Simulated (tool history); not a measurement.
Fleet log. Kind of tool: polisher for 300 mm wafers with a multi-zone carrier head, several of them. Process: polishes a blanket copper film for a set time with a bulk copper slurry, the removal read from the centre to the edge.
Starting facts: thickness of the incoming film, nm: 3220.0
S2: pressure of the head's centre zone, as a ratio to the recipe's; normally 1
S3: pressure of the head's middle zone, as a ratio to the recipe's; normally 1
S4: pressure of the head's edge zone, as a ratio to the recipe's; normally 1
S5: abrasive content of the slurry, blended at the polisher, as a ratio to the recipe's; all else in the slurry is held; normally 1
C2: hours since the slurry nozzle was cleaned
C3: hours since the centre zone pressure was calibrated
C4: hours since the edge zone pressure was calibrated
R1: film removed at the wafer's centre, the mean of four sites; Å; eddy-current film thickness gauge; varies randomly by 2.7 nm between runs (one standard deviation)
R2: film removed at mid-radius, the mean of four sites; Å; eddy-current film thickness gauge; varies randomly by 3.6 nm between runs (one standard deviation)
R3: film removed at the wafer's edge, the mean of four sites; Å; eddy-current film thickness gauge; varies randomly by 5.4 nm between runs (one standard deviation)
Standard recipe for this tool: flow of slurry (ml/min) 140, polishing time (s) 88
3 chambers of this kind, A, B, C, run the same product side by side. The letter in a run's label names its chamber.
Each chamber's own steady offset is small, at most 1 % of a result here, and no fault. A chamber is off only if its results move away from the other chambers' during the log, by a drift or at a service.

{"run": "1C", "hour": 4.4, "flow of slurry (ml/min)": 140, "S2": 1, "S3": 1, "S4": 1, "S5": 1, "polishing time (s)": 88, "wafers polished on this pad": 276, "C2": 141.3, "C3": 571.1, "C4": 432.2, "R1": 3920.2, "R2": 3875.1, "R3": 3892}
{"run": "2A", "hour": 8.6, "flow of slurry (ml/min)": 140, "S2": 1, "S3": 1, "S4": 1, "S5": 1, "polishing time (s)": 88, "wafers polished on this pad": 431, "C2": 116.7, "C3": 794.9, "C4": 429.6, "R1": 3878.3, "R2": 3844.4, "R3": 3810.9}
{"run": "3B", "hour": 13.4, "flow of slurry (ml/min)": 140, "S2": 1, "S3": 1, "S4": 1, "S5": 1, "polishing time (s)": 88, "wafers polished on this pad": 163, "C2": 271.4, "C3": 108.6, "C4": 660.8, "R1": 3867.7, "R2": 3841, "R3": 3935.8}
{"run": "4A", "hour": 17.1, "flow of slurry (ml/min)": 140, "S2": 1, "S3": 1, "S4": 1, "S5": 1, "polishing time (s)": 88, "wafers polished on this pad": 507, "C2": 125.2, "C3": 803.4, "C4": 438.1, "R1": 3900.3, "R2": 3900.6, "R3": 3960.4}
{"run": "5B", "hour": 19.2, "flow of slurry (ml/min)": 140, "S2": 1, "S3": 1, "S4": 1, "S5": 1, "polishing time (s)": 88, "wafers polished on this pad": 215, "C2": 277.2, "C3": 114.4, "C4": 666.6, "R1": 3855, "R2": 3935.3, "R3": 3931}
{"run": "6C", "hour": 21.5, "flow of slurry (ml/min)": 140, "S2": 1, "S3": 1, "S4": 1, "S5": 1, "polishing time (s)": 88, "wafers polished on this pad": 429, "C2": 158.4, "C3": 588.2, "C4": 449.3, "R1": 3955.8, "R2": 3847, "R3": 3866.3}
{"run": "7B", "hour": 25.2, "flow of slurry (ml/min)": 140, "S2": 1, "S3": 1, "S4": 1, "S5": 1, "polishing time (s)": 88, "wafers polished on this pad": 269, "C2": 283.2, "C3": 120.4, "C4": 672.6, "R1": 3836.6, "R2": 3866.8, "R3": 3810.4}
{"run": "8C", "hour": 28.6, "flow of slurry (ml/min)": 140, "S2": 1, "S3": 1, "S4": 1, "S5": 1, "polishing time (s)": 88, "wafers polished on this pad": 492, "C2": 165.5, "C3": 595.3, "C4": 456.4, "R1": 3887.2, "R2": 3903, "R3": 3814.3}
{"run": "9A", "hour": 33.4, "flow of slurry (ml/min)": 140, "S2": 1, "S3": 1, "S4": 1, "S5": 1, "polishing time (s)": 88, "wafers polished on this pad": 652, "C2": 141.5, "C3": 819.7, "C4": 454.4, "R1": 3895.4, "R2": 3938.4, "R3": 3906.1}
{"run": "10C", "hour": 38.1, "flow of slurry (ml/min)": 140, "S2": 1, "S3": 1, "S4": 1, "S5": 1, "polishing time (s)": 88, "wafers polished on this pad": 576, "C2": 175, "C3": 604.8, "C4": 465.9, "R1": 3918.4, "R2": 3924.9, "R3": 3812.1}
{"run": "11A", "hour": 42.0, "flow of slurry (ml/min)": 140, "S2": 1, "S3": 1, "S4": 1, "S5": 1, "polishing time (s)": 88, "wafers polished on this pad": 729, "C2": 150.1, "C3": 828.3, "C4": 463, "R1": 3883.1, "R2": 3876.2, "R3": 3829.2}
{"run": "12B", "hour": 45.2, "flow of slurry (ml/min)": 140, "S2": 1, "S3": 1, "S4": 1, "S5": 1, "polishing time (s)": 88, "wafers polished on this pad": 447, "C2": 303.2, "C3": 140.4, "C4": 692.6, "R1": 3847.1, "R2": 3891.3, "R3": 3900.4}
{"run": "13A", "hour": 48.1, "flow of slurry (ml/min)": 140, "S2": 1, "S3": 1, "S4": 1, "S5": 1, "polishing time (s)": 88, "wafers polished on this pad": 783, "C2": 156.2, "C3": 834.4, "C4": 469.1, "R1": 3819.3, "R2": 3808.2, "R3": 3840.7}
{"hour": 49.7, "done": "chamber A: worn pad replaced by a new one"}
{"run": "14B", "hour": 51.1, "flow of slurry (ml/min)": 140, "S2": 1, "S3": 1, "S4": 1, "S5": 1, "polishing time (s)": 88, "wafers polished on this pad": 499, "C2": 309.1, "C3": 146.3, "C4": 698.5, "R1": 3792.2, "R2": 3885.6, "R3": 3893.2}
{"hour": 51.5, "done": "chamber B: edge zone pressure recalibrated"}
{"run": "15C", "hour": 55.6, "flow of slurry (ml/min)": 140, "S2": 1, "S3": 1, "S4": 1, "S5": 1, "polishing time (s)": 88, "wafers polished on this pad": 732, "C2": 192.5, "C3": 622.3, "C4": 483.4, "R1": 3993.7, "R2": 3882.5, "R3": 3858.3}
{"hour": 57.3, "done": "chamber C: worn pad replaced by a new one"}
{"run": "16C", "hour": 58.2, "flow of slurry (ml/min)": 140, "S2": 1, "S3": 1, "S4": 1, "S5": 1, "polishing time (s)": 88, "wafers polished on this pad": 8, "C2": 195.1, "C3": 624.9, "C4": 486, "R1": 3960.3, "R2": 3886, "R3": 3900.8}
{"run": "17B", "hour": 60.6, "flow of slurry (ml/min)": 140, "S2": 1, "S3": 1, "S4": 1.08, "S5": 1, "polishing time (s)": 102, "wafers polished on this pad": 584, "C2": 318.6, "C3": 155.8, "C4": 9.2, "R1": 4502.3, "R2": 4482, "R3": 4622.6}
{"run": "18A", "hour": 64.9, "flow of slurry (ml/min)": 140, "S2": 1, "S3": 1, "S4": 1.08, "S5": 1, "polishing time (s)": 102, "wafers polished on this pad": 135, "C2": 173, "C3": 851.2, "C4": 485.9, "R1": 4504.8, "R2": 4497.2, "R3": 4654.6}
{"run": "19A", "hour": 68.5, "flow of slurry (ml/min)": 140, "S2": 1, "S3": 1, "S4": 1.08, "S5": 1, "polishing time (s)": 102, "wafers polished on this pad": 167, "C2": 176.6, "C3": 854.8, "C4": 489.5, "R1": 4503.9, "R2": 4387.1, "R3": 4816.8}
{"run": "20C", "hour": 72.0, "flow of slurry (ml/min)": 140, "S2": 1, "S3": 1, "S4": 1, "S5": 1, "polishing time (s)": 88, "wafers polished on this pad": 131, "C2": 208.9, "C3": 638.7, "C4": 499.8, "R1": 3914.8, "R2": 3896.1, "R3": 3849.3}
{"hour": 74.4, "done": "chamber A: edge zone pressure recalibrated"}
{"run": "21B", "hour": 76.1, "flow of slurry (ml/min)": 125, "S2": 1.11, "S3": 1, "S4": 1, "S5": 1, "polishing time (s)": 88, "wafers polished on this pad": 722, "C2": 334.1, "C3": 171.3, "C4": 24.7, "R1": 4205.9, "R2": 3730.5, "R3": 3786.5}
{"run": "22B", "hour": 80.2, "flow of slurry (ml/min)": 125, "S2": 1.11, "S3": 1, "S4": 1, "S5": 1, "polishing time (s)": 88, "wafers polished on this pad": 759, "C2": 338.2, "C3": 175.4, "C4": 28.8, "R1": 4206.1, "R2": 3780.8, "R3": 3838.5}
{"run": "23A", "hour": 84.5, "flow of slurry (ml/min)": 125, "S2": 1.11, "S3": 1, "S4": 1, "S5": 1, "polishing time (s)": 88, "wafers polished on this pad": 310, "C2": 192.6, "C3": 870.8, "C4": 10.2, "R1": 4237.2, "R2": 3817.9, "R3": 3840.7}

Predict what each chamber gives when all 3 of them run the settings below next.
{"run": "24A", "hour": 87.9, "flow of slurry (ml/min)": 140, "S2": 1, "S3": 1, "S4": 1, "S5": 1, "polishing time (s)": 88, "R1": "?", "R2": "?", "R3": "?"}
{"run": "24B", "hour": 87.9, "flow of slurry (ml/min)": 140, "S2": 1, "S3": 1, "S4": 1, "S5": 1, "polishing time (s)": 88, "R1": "?", "R2": "?", "R3": "?"}
{"run": "24C", "hour": 87.9, "flow of slurry (ml/min)": 140, "S2": 1, "S3": 1, "S4": 1, "S5": 1, "polishing time (s)": 88, "R1": "?", "R2": "?", "R3": "?"}

run=24A R1=3926.8 R2=3923.6 R3=3857
run=24B R1=3855.8 R2=3887.7 R3=3913.8
run=24C R1=3909.3 R2=3898.2 R3=3881.9
